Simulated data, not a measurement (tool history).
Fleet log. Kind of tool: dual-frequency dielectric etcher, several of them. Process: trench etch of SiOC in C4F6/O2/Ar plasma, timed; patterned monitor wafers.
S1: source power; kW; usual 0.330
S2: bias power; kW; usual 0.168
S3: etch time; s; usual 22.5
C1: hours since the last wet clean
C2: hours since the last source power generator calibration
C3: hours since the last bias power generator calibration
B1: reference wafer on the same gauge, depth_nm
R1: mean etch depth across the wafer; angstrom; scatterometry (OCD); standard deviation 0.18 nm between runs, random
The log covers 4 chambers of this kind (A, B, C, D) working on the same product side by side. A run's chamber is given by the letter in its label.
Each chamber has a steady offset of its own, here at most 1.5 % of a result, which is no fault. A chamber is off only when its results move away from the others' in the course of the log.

{"run": "1C", "hour": 6.2, "S1": 0.33, "S2": 0.168, "S3": 22.5, "C1": 7.6, "C2": 1475.2, "C3": 3846.0, "B1": 36.734, "R1": 416.13}
{"hour": 8.1, "done": "chamber B: wet clean of the chamber"}
{"run": "2B", "hour": 13.5, "S1": 0.33, "S2": 0.168, "S3": 22.5, "C1": 5.5, "C2": 822.4, "C3": 3163.2, "B1": 36.721, "R1": 424.27}
{"run": "3D", "hour": 17.4, "S1": 0.33, "S2": 0.168, "S3": 22.5, "C1": 235.4, "C2": 2276.2, "C3": 1214.0, "B1": 36.698, "R1": 423.78}
{"run": "4A", "hour": 22.8, "S1": 0.33, "S2": 0.168, "S3": 22.5, "C1": 468.0, "C2": 2103.0, "C3": 1924.4, "B1": 36.685, "R1": 424.64}
{"run": "5C", "hour": 30.3, "S1": 0.33, "S2": 0.168, "S3": 22.5, "C1": 31.7, "C2": 1499.3, "C3": 3870.1, "B1": 36.693, "R1": 420.7}
{"run": "6D", "hour": 33.8, "S1": 0.33, "S2": 0.168, "S3": 22.5, "C1": 251.8, "C2": 2292.6, "C3": 1230.4, "B1": 36.693, "R1": 424.05}
{"run": "7A", "hour": 37.5, "S1": 0.33, "S2": 0.168, "S3": 22.5, "C1": 482.7, "C2": 2117.7, "C3": 1939.1, "B1": 36.719, "R1": 426.06}
{"run": "8B", "hour": 41.1, "S1": 0.33, "S2": 0.168, "S3": 22.5, "C1": 33.1, "C2": 850.0, "C3": 3190.8, "B1": 36.717, "R1": 423.54}
{"run": "9A", "hour": 47.6, "S1": 0.33, "S2": 0.168, "S3": 22.5, "C1": 492.8, "C2": 2127.8, "C3": 1949.2, "B1": 36.707, "R1": 424.42}
{"run": "10D", "hour": 54.7, "S1": 0.33, "S2": 0.143, "S3": 22.5, "C1": 272.7, "C2": 2313.5, "C3": 1251.3, "B1": 36.727, "R1": 399.7}
{"run": "11C", "hour": 58.5, "S1": 0.33, "S2": 0.143, "S3": 22.5, "C1": 59.9, "C2": 1527.5, "C3": 3898.3, "B1": 36.697, "R1": 396.46}
{"run": "12B", "hour": 63.5, "S1": 0.33, "S2": 0.143, "S3": 22.5, "C1": 55.5, "C2": 872.4, "C3": 3213.2, "B1": 36.749, "R1": 404.21}
{"run": "13D", "hour": 67.5, "S1": 0.33, "S2": 0.143, "S3": 22.5, "C1": 285.5, "C2": 2326.3, "C3": 1264.1, "B1": 36.655, "R1": 400.39}
{"run": "14A", "hour": 74.6, "S1": 0.33, "S2": 0.168, "S3": 22.5, "C1": 519.8, "C2": 2154.8, "C3": 1976.2, "B1": 36.717, "R1": 422.87}
{"run": "15C", "hour": 79.7, "S1": 0.33, "S2": 0.168, "S3": 22.5, "C1": 81.1, "C2": 1548.7, "C3": 3919.5, "B1": 36.696, "R1": 420.57}
{"run": "16B", "hour": 86.9, "S1": 0.33, "S2": 0.168, "S3": 22.5, "C1": 78.9, "C2": 895.8, "C3": 3236.6, "B1": 36.699, "R1": 426.46}
{"run": "17D", "hour": 94.9, "S1": 0.33, "S2": 0.168, "S3": 22.5, "C1": 312.9, "C2": 2353.7, "C3": 1291.5, "B1": 36.7, "R1": 418.98}
{"run": "18C", "hour": 100.2, "S1": 0.33, "S2": 0.168, "S3": 22.5, "C1": 101.6, "C2": 1569.2, "C3": 3940.0, "B1": 36.679, "R1": 416.94}
{"run": "19B", "hour": 104.9, "S1": 0.33, "S2": 0.168, "S3": 22.5, "C1": 96.9, "C2": 913.8, "C3": 3254.6, "B1": 36.72, "R1": 426.2}
{"run": "20A", "hour": 112.7, "S1": 0.33, "S2": 0.168, "S3": 22.5, "C1": 557.9, "C2": 2192.9, "C3": 2014.3, "B1": 36.726, "R1": 425.25}
{"run": "21D", "hour": 117.9, "S1": 0.33, "S2": 0.168, "S3": 22.5, "C1": 335.9, "C2": 2376.7, "C3": 1314.5, "B1": 36.703, "R1": 413.07}
{"run": "22A", "hour": 125.5, "S1": 0.33, "S2": 0.168, "S3": 22.5, "C1": 570.7, "C2": 2205.7, "C3": 2027.1, "B1": 36.694, "R1": 423.72}
{"hour": 126.1, "done": "chamber A: wet clean of the chamber"}
{"run": "23B", "hour": 132.8, "S1": 0.33, "S2": 0.168, "S3": 22.5, "C1": 124.8, "C2": 941.7, "C3": 3282.5, "B1": 36.672, "R1": 423.91}
{"run": "24C", "hour": 139.8, "S1": 0.33, "S2": 0.168, "S3": 22.5, "C1": 141.2, "C2": 1608.8, "C3": 3979.6, "B1": 36.692, "R1": 417.57}
{"run": "25B", "hour": 143.8, "S1": 0.4, "S2": 0.168, "S3": 16.5, "C1": 135.8, "C2": 952.7, "C3": 3293.5, "B1": 36.733, "R1": 336.47}
{"run": "26D", "hour": 151.3, "S1": 0.4, "S2": 0.168, "S3": 16.5, "C1": 369.3, "C2": 2410.1, "C3": 1347.9, "B1": 36.693, "R1": 324.52}
{"run": "27C", "hour": 157.0, "S1": 0.4, "S2": 0.168, "S3": 16.5, "C1": 158.4, "C2": 1626.0, "C3": 3996.8, "B1": 36.698, "R1": 330.98}
{"run": "28A", "hour": 162.9, "S1": 0.4, "S2": 0.168, "S3": 16.5, "C1": 36.8, "C2": 2243.1, "C3": 2064.5, "B1": 36.728, "R1": 336.6}
{"run": "29D", "hour": 171.0, "S1": 0.33, "S2": 0.168, "S3": 22.5, "C1": 389.0, "C2": 2429.8, "C3": 1367.6, "B1": 36.727, "R1": 405.64}
{"run": "30A", "hour": 178.2, "S1": 0.33, "S2": 0.168, "S3": 22.5, "C1": 52.1, "C2": 2258.4, "C3": 2079.8, "B1": 36.703, "R1": 423.54}
{"run": "31C", "hour": 185.7, "S1": 0.33, "S2": 0.168, "S3": 22.5, "C1": 187.1, "C2": 1654.7, "C3": 4025.5, "B1": 36.744, "R1": 414.83}
{"run": "32B", "hour": 191.3, "S1": 0.33, "S2": 0.168, "S3": 22.5, "C1": 183.3, "C2": 1000.2, "C3": 3341.0, "B1": 36.706, "R1": 425.86}
{"run": "33C", "hour": 197.6, "S1": 0.33, "S2": 0.168, "S3": 22.5, "C1": 199.0, "C2": 1666.6, "C3": 4037.4, "B1": 36.723, "R1": 414.62}
{"run": "34B", "hour": 202.2, "S1": 0.33, "S2": 0.168, "S3": 22.5, "C1": 194.2, "C2": 1011.1, "C3": 3351.9, "B1": 36.711, "R1": 425.14}
{"run": "35D", "hour": 209.3, "S1": 0.33, "S2": 0.168, "S3": 22.5, "C1": 427.3, "C2": 2468.1, "C3": 1405.9, "B1": 36.723, "R1": 403.55}
{"run": "36A", "hour": 213.2, "S1": 0.33, "S2": 0.168, "S3": 22.5, "C1": 87.1, "C2": 2293.4, "C3": 2114.8, "B1": 36.674, "R1": 425.27}
{"run": "37C", "hour": 219.9, "S1": 0.33, "S2": 0.168, "S3": 22.5, "C1": 221.3, "C2": 1688.9, "C3": 4059.7, "B1": 36.701, "R1": 415.15}
{"run": "38B", "hour": 223.5, "S1": 0.33, "S2": 0.168, "S3": 22.5, "C1": 215.5, "C2": 1032.4, "C3": 3373.2, "B1": 36.717, "R1": 426.58}
{"run": "39A", "hour": 229.1, "S1": 0.33, "S2": 0.168, "S3": 22.5, "C1": 103.0, "C2": 2309.3, "C3": 2130.7, "B1": 36.688, "R1": 425.77}

Does one chamber stand apart from the rest, does the shared gauge drift, or is all well apart from small per-chamber offsets? Give the chamber and the most likely cause, where there is one.

Little by little, chamber D moves away from the other chambers.
Most likely cause: etch rate under this chamber's usual, % = 5.2.

Chamber D could run next with any of the 4 candidate recipes listed below; each alters the usual settings, and their results appear as question marks. Which one brings its results back in line with what the other chambers deliver on the usual settings?
Maximum distance from the other chambers' mean on the usual settings for a result to count as in line: R1 6.20 angstrom
{"run": "40D-1", "hour": 234.9, "S1": 0.33, "S2": 0.166, "S3": 21.5, "R1": "?"}
{"run": "40D-2", "hour": 234.9, "S1": 0.33, "S2": 0.168, "S3": 23.0, "R1": "?"}
{"run": "40D-3", "hour": 234.9, "S1": 0.32, "S2": 0.162, "S3": 22.5, "R1": "?"}
{"run": "40D-4", "hour": 234.9, "S1": 0.38, "S2": 0.168, "S3": 22.5, "R1": "?"}

On the usual settings, the other chambers give on average: R1 422.58 angstrom
run=40D-1 R1=382.91
run=40D-2 R1=411.15
run=40D-3 R1=393.02
run=40D-4 R1=424.63
With 40D-4, the chamber falls back in line with the rest.
